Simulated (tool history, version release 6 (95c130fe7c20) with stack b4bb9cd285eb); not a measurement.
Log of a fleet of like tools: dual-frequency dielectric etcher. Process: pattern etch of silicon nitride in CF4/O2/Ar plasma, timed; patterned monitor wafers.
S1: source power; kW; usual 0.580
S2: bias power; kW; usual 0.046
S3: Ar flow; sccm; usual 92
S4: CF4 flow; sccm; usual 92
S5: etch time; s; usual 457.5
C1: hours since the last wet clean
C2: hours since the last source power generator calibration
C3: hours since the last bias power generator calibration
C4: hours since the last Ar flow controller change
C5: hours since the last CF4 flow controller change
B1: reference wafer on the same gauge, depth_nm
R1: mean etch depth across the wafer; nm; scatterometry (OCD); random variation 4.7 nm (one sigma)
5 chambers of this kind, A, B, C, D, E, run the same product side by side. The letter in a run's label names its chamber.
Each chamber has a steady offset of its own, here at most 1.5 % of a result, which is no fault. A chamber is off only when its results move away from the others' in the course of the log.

run	hour	S1	S2	S3	S4	S5	C1	C2	C3	C4	C5	B1	R1
1A	3.4	0.580	0.046	92	92	457.5	371.3	234.8	311.7	548.0	2848.9	1031.4	971.07
2B	7.5	0.580	0.046	92	92	457.5	306.8	425.4	3926.0	924.5	68.5	1032.0	943.51
3C	12.4	0.580	0.046	92	92	457.5	286.3	999.0	1092.3	1794.7	243.1	1030.0	966.56
4D	16.5	0.580	0.046	92	92	457.5	114.8	337.8	3109.6	955.2	991.8	1032.3	965.31
5E	20.8	0.580	0.046	92	92	457.5	97.8	4170.7	171.4	2902.3	4883.5	1031.6	967.91
6D	24.0	0.580	0.056	92	92	457.5	122.3	345.3	3117.1	962.7	999.3	1030.6	1036.20
7C	28.8	0.580	0.056	92	92	457.5	302.7	1015.4	1108.7	1811.1	259.5	1031.3	1034.80
8E	31.8	0.580	0.056	92	92	457.5	108.8	4181.7	182.4	2913.3	4894.5	1033.0	1036.90
9A	36.9	0.580	0.056	92	92	457.5	404.8	268.3	345.2	581.5	2882.4	1030.5	1034.10
# hour 38.7: chamber A: wet clean of the chamber
10B	41.9	0.580	0.056	92	92	457.5	341.2	459.8	3960.4	958.9	102.9	1030.9	1018.70
11E	45.4	0.580	0.046	92	92	457.5	122.4	4195.3	196.0	2926.9	4908.1	1030.6	959.46
12D	49.2	0.580	0.046	92	92	457.5	147.5	370.5	3142.3	987.9	1024.5	1030.5	968.86
13C	52.7	0.580	0.046	92	92	457.5	326.6	1039.3	1132.6	1835.0	283.4	1030.1	952.22
14A	55.4	0.580	0.046	92	92	457.5	16.7	286.8	363.7	600.0	2900.9	1031.0	996.86
15B	60.7	0.580	0.046	92	92	457.5	360.0	478.6	3979.2	977.7	121.7	1031.3	943.10
16A	65.4	0.580	0.046	92	92	457.5	26.7	296.8	373.7	610.0	2910.9	1030.3	997.54
17E	69.3	0.580	0.046	92	92	457.5	146.3	4219.2	219.9	2950.8	4932.0	1030.9	971.43
18C	72.8	0.580	0.046	92	92	457.5	346.7	1059.4	1152.7	1855.1	303.5	1032.1	967.42
19D	75.6	0.580	0.046	113	92	532.0	173.9	396.9	3168.7	1014.3	1050.9	1032.4	1090.30
20B	81.3	0.580	0.046	113	92	532.0	380.6	499.2	3999.8	998.3	142.3	1030.5	1069.40
21A	86.3	0.580	0.046	113	92	532.0	47.6	317.7	394.6	630.9	2931.8	1031.0	1125.70
22B	89.4	0.580	0.046	113	92	532.0	388.7	507.3	4007.9	1006.4	150.4	1031.3	1072.80
23D	93.4	0.580	0.046	113	92	532.0	191.7	414.7	3186.5	1032.1	1068.7	1030.6	1089.90
# hour 96.6: chamber A: CF4 flow controller replaced
24C	99.1	0.450	0.046	101	92	457.5	373.0	1085.7	1179.0	1881.4	329.8	1031.3	759.20
25E	101.6	0.450	0.046	101	92	457.5	178.6	4251.5	252.2	2983.1	4964.3	1030.2	763.93
26C	105.6	0.450	0.046	101	92	457.5	379.5	1092.2	1185.5	1887.9	336.3	1031.8	760.80
27B	108.6	0.450	0.046	101	92	457.5	407.9	526.5	4027.1	1025.6	169.6	1032.1	746.32
28D	112.6	0.450	0.046	101	92	457.5	210.9	433.9	3205.7	1051.3	1087.9	1030.3	763.13
29E	115.7	0.580	0.046	92	92	457.5	192.7	4265.6	266.3	2997.2	4978.4	1029.3	967.25
30A	119.1	0.580	0.046	92	92	457.5	80.4	350.5	427.4	663.7	22.5	1030.8	1004.50
31E	124.3	0.580	0.046	92	92	457.5	201.3	4274.2	274.9	3005.8	4987.0	1031.4	963.20
32D	126.9	0.580	0.046	92	92	457.5	225.2	448.2	3220.0	1065.6	1102.2	1033.0	966.57

All 5 chambers run these settings next. Forecast each chamber's results:
33A	131.1	0.580	0.046	92	92	457.5							?
33B	131.1	0.580	0.046	92	92	457.5							?
33C	131.1	0.580	0.046	92	92	457.5							?
33D	131.1	0.580	0.046	92	92	457.5							?
33E	131.1	0.580	0.046	92	92	457.5							?

run	R1
33A	993.32
33B	938.18
33C	963.38
33D	959.34
33E	962.57
